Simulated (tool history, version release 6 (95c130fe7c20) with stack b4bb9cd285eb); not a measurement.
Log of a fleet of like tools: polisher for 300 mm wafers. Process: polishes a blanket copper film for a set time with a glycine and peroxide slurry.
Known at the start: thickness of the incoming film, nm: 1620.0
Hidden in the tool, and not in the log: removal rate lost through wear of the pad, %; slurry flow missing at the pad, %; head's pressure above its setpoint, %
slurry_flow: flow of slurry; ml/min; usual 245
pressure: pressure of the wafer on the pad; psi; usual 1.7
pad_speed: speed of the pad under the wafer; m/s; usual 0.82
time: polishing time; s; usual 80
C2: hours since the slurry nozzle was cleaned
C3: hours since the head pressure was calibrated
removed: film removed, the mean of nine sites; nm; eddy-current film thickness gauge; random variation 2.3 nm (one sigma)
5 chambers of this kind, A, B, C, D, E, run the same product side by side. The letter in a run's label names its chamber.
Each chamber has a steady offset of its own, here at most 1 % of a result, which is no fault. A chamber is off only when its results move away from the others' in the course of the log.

Run 1B, hour 8.2: usual settings; wafers polished on this pad 856; C2 204.8; C3 280.2. Result: removed 218.22 nm.
At hour 9.2: chamber C: worn pad replaced by a new one.
Run 2C, hour 16.2: usual settings; wafers polished on this pad 70; C2 80.1; C3 261.4. Result: removed 216.68 nm.
Run 3A, hour 26.9: usual settings; wafers polished on this pad 959; C2 501.6; C3 139.7. Result: removed 212.80 nm.
Run 4E, hour 39.7: usual settings; wafers polished on this pad 879; C2 297.6; C3 198.0. Result: removed 221.29 nm.
Run 5D, hour 46.6: usual settings but pressure 1.5 psi, time 60 s; wafers polished on this pad 788; C2 112.3; C3 600.6. Result: removed 154.21 nm.
Run 6B, hour 53.4: usual settings but pressure 1.5 psi, time 60 s; wafers polished on this pad 1307; C2 250.0; C3 325.4. Result: removed 152.36 nm.
At hour 55.1: chamber A: worn pad replaced by a new one.
At hour 60.8: chamber D: worn pad replaced by a new one.
Run 7C, hour 61.7: usual settings but pressure 1.5 psi, time 60 s; wafers polished on this pad 524; C2 125.6; C3 306.9. Result: removed 149.45 nm.
At hour 67.0: chamber B: head pressure recalibrated.
Run 8D, hour 68.4: usual settings but pressure 1.5 psi, time 60 s; wafers polished on this pad 76; C2 134.1; C3 622.4. Result: removed 155.10 nm.
Run 9E, hour 77.3: usual settings but pressure 1.5 psi, time 60 s; wafers polished on this pad 1254; C2 335.2; C3 235.6. Result: removed 150.97 nm.
At hour 79.4: chamber C: worn pad replaced by a new one.
Run 10A, hour 88.8: usual settings; wafers polished on this pad 336; C2 563.5; C3 201.6. Result: removed 221.70 nm.
Run 11E, hour 95.6: usual settings but pressure 1.1 psi, pad_speed 0.54 m/s; wafers polished on this pad 1437; C2 353.5; C3 253.9. Result: removed 131.26 nm.
Run 12B, hour 110.2: usual settings but pressure 1.1 psi, pad_speed 0.54 m/s; wafers polished on this pad 1873; C2 306.8; C3 43.2. Result: removed 125.04 nm.
At hour 111.7: chamber E: worn pad replaced by a new one.
Run 13D, hour 123.1: usual settings but pressure 1.1 psi, pad_speed 0.54 m/s; wafers polished on this pad 621; C2 188.8; C3 677.1. Result: removed 129.67 nm.
Run 14A, hour 134.7: usual settings but pressure 1.1 psi, pad_speed 0.54 m/s; wafers polished on this pad 794; C2 609.4; C3 247.5. Result: removed 129.05 nm.
Run 15C, hour 141.1: usual settings but pressure 1.1 psi, pad_speed 0.54 m/s; wafers polished on this pad 615; C2 205.0; C3 386.3. Result: removed 127.42 nm.
At hour 142.2: chamber C: worn pad replaced by a new one.
Run 16C, hour 152.6: usual settings but pressure 1.4 psi; wafers polished on this pad 104; C2 216.5; C3 397.8. Result: removed 187.94 nm.
At hour 161.8: chamber D: worn pad replaced by a new one.
Run 17B, hour 164.4: usual settings but pressure 1.4 psi; wafers polished on this pad 2414; C2 361.0; C3 97.4. Result: removed 182.78 nm.
At hour 170.2: chamber A: worn pad replaced by a new one.
Run 18E, hour 171.9: usual settings but pressure 1.4 psi; wafers polished on this pad 600; C2 429.8; C3 330.2. Result: removed 196.15 nm.
Run 19D, hour 183.8: usual settings but pressure 1.4 psi; wafers polished on this pad 219; C2 249.5; C3 737.8. Result: removed 193.37 nm.
Run 20A, hour 191.3: usual settings but pressure 1.4 psi; wafers polished on this pad 210; C2 666.0; C3 304.1. Result: removed 190.92 nm.
Run 21A, hour 205.9: usual settings; wafers polished on this pad 355; C2 680.6; C3 318.7. Result: removed 221.94 nm.
At hour 214.1: chamber C: slurry nozzle cleaned.
Run 22D, hour 216.3: usual settings but time 66 s; wafers polished on this pad 543; C2 282.0; C3 770.3. Result: removed 182.70 nm.
At hour 221.7: chamber C: worn pad replaced by a new one.
At hour 222.4: chamber D: head pressure recalibrated.
Run 23C, hour 224.2: usual settings but time 66 s; wafers polished on this pad 25; C2 10.1; C3 469.4. Result: removed 180.02 nm.
At hour 227.8: chamber B: slurry nozzle cleaned.
At hour 233.9: chamber E: worn pad replaced by a new one.
Run 24E, hour 237.7: usual settings but time 66 s; wafers polished on this pad 38; C2 495.6; C3 396.0. Result: removed 183.38 nm.
At hour 247.3: chamber A: head pressure recalibrated.
Run 25B, hour 251.1: usual settings but time 66 s; wafers polished on this pad 3278; C2 23.4; C3 184.1. Result: removed 169.10 nm.
At hour 256.8: chamber D: worn pad replaced by a new one.
Run 26D, hour 261.6: usual settings but time 66 s; wafers polished on this pad 47; C2 327.3; C3 39.2. Result: removed 181.39 nm.
At hour 264.5: chamber A: worn pad replaced by a new one.
Run 27C, hour 274.4: usual settings; wafers polished on this pad 525; C2 60.3; C3 519.6. Result: removed 217.93 nm.
Run 28E, hour 283.7: usual settings; wafers polished on this pad 496; C2 541.6; C3 442.0. Result: removed 219.88 nm.
At hour 293.1: chamber A: slurry nozzle cleaned.
Run 29A, hour 293.8: usual settings; wafers polished on this pad 292; C2 0.7; C3 46.6. Result: removed 222.11 nm.
Run 30B, hour 301.2: usual settings; wafers polished on this pad 3778; C2 73.5; C3 234.2. Result: removed 200.62 nm.
At hour 312.9: chamber E: head pressure recalibrated.
Run 31B, hour 314.2: usual settings; wafers polished on this pad 3907; C2 86.5; C3 247.2. Result: removed 200.81 nm.
Run 32E, hour 327.3: usual settings; wafers polished on this pad 931; C2 585.2; C3 14.5. Result: removed 219.25 nm.
Run 33D, hour 340.0: usual settings; wafers polished on this pad 829; C2 405.7; C3 117.6. Result: removed 218.30 nm.
Run 34A, hour 348.1: usual settings; wafers polished on this pad 833; C2 55.0; C3 100.9. Result: removed 217.29 nm.

Next, every chamber runs the same settings. What will each give?
Run 35A, hour 358.5: usual settings. Result: removed ?.
Run 35B, hour 358.5: usual settings. Result: removed ?.
Run 35C, hour 358.5: usual settings. Result: removed ?.
Run 35D, hour 358.5: usual settings. Result: removed ?.
Run 35E, hour 358.5: usual settings. Result: removed ?.

run  removed
35A   213.47
35B   200.60
35C   219.56
35D   216.03
35E   220.17

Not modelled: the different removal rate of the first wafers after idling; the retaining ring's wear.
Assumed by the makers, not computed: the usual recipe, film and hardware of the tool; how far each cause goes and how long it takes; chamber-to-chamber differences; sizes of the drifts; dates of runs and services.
